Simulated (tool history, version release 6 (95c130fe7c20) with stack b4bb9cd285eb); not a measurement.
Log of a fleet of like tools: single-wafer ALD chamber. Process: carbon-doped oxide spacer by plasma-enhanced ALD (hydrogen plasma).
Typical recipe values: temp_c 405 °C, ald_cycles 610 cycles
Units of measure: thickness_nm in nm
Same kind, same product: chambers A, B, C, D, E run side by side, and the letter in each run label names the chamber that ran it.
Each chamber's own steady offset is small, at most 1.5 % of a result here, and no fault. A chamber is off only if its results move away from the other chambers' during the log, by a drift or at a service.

| run | hour | temp_c | ald_cycles | hours since the last thermocouple change | read-back reference wafer on the same gauge, thickness_nm | thickness_nm |
|---|---|---|---|---|---|---|
| 1B | 3.9 | 405 | 610 | 2292.2 | 30.394 | 29.961 |
| 2D | 6.1 | 405 | 610 | 398.7 | 30.389 | 30.198 |
| 3A | 10.3 | 405 | 610 | 217.2 | 30.398 | 30.418 |
| 4E | 12.6 | 405 | 610 | 815.7 | 30.424 | 29.993 |
| 5C | 16.5 | 416 | 565 | 937.2 | 30.406 | 26.921 |
| 6C | 20.9 | 416 | 565 | 941.6 | 30.4 | 26.861 |
| 7A | 23.7 | 416 | 565 | 230.6 | 30.406 | 27.281 |
| 8D | 27.9 | 416 | 565 | 420.5 | 30.398 | 26.809 |
| 9E | 30.3 | 416 | 565 | 833.4 | 30.414 | 26.866 |
| 10B | 32.3 | 405 | 518 | 2320.6 | 30.397 | 25.405 |
| 11A | 35.7 | 405 | 518 | 242.6 | 30.395 | 25.833 |
| 12D | 38.5 | 405 | 518 | 431.1 | 30.411 | 25.433 |
| 13E | 42.1 | 405 | 518 | 845.2 | 30.41 | 25.529 |
| 14B | 44.2 | 405 | 518 | 2332.5 | 30.394 | 25.33 |
| 15C | 47.2 | 405 | 610 | 967.9 | 30.398 | 29.945 |
| 16A | 50.1 | 405 | 610 | 257 | 30.412 | 30.462 |
| 17E | 52.5 | 405 | 610 | 855.6 | 30.402 | 30.059 |
| 18D | 56.6 | 405 | 610 | 449.2 | 30.397 | 30.172 |
| 19B | 59.1 | 405 | 610 | 2347.4 | 30.416 | 30.035 |
| 20C | 62.5 | 405 | 501 | 983.2 | 30.389 | 24.627 |
| 21D | 66.8 | 405 | 501 | 459.4 | 30.396 | 24.686 |
| 22C | 68.8 | 405 | 501 | 989.5 | 30.38 | 24.578 |
| 23E | 72.2 | 405 | 501 | 875.3 | 30.386 | 24.712 |
| 24A | 76.5 | 405 | 501 | 283.4 | 30.409 | 24.868 |
| 25B | 79 | 414 | 610 | 2367.3 | 30.385 | 29.074 |
| 26D | 82.7 | 414 | 610 | 475.3 | 30.396 | 29.186 |
| 27E | 85.8 | 414 | 610 | 888.9 | 30.423 | 29.1 |
| 28C | 90.1 | 414 | 610 | 1010.8 | 30.41 | 29.132 |
| 29A | 93.5 | 414 | 610 | 300.4 | 30.416 | 29.582 |
| 30B | 97.4 | 405 | 610 | 2385.7 | 30.428 | 30.134 |
| 31D | 100.1 | 405 | 610 | 492.7 | 30.394 | 30.09 |
| 32E | 104.6 | 405 | 610 | 907.7 | 30.406 | 30.091 |
| 33A | 107.4 | 405 | 610 | 314.3 | 30.417 | 30.328 |
| 34B | 110.6 | 415 | 650 | 2398.9 | 30.385 | 30.885 |
| 35C | 113.4 | 415 | 650 | 1034.1 | 30.411 | 30.968 |
| 36A | 116.8 | 415 | 650 | 323.7 | 30.399 | 31.406 |
| 37E | 120.8 | 415 | 650 | 923.9 | 30.4 | 30.865 |
| 38C | 125.3 | 415 | 650 | 1046 | 30.404 | 30.876 |
| 39B | 128.1 | 405 | 610 | 2416.4 | 30.391 | 29.98 |
| 40D | 132.4 | 405 | 610 | 525 | 30.385 | 30.166 |
| 41D | 136.1 | 405 | 610 | 528.7 | 30.395 | 30.046 |

Read the log: is a single chamber off, either drifting away or since a service, is the gauge that measures every chamber drifting, or is nothing wrong beyond small per-chamber offsets? Name any odd chamber and what most likely caused it.

The fleet is healthy, with each chamber sitting at its usual small offset and no drift in the gauge.
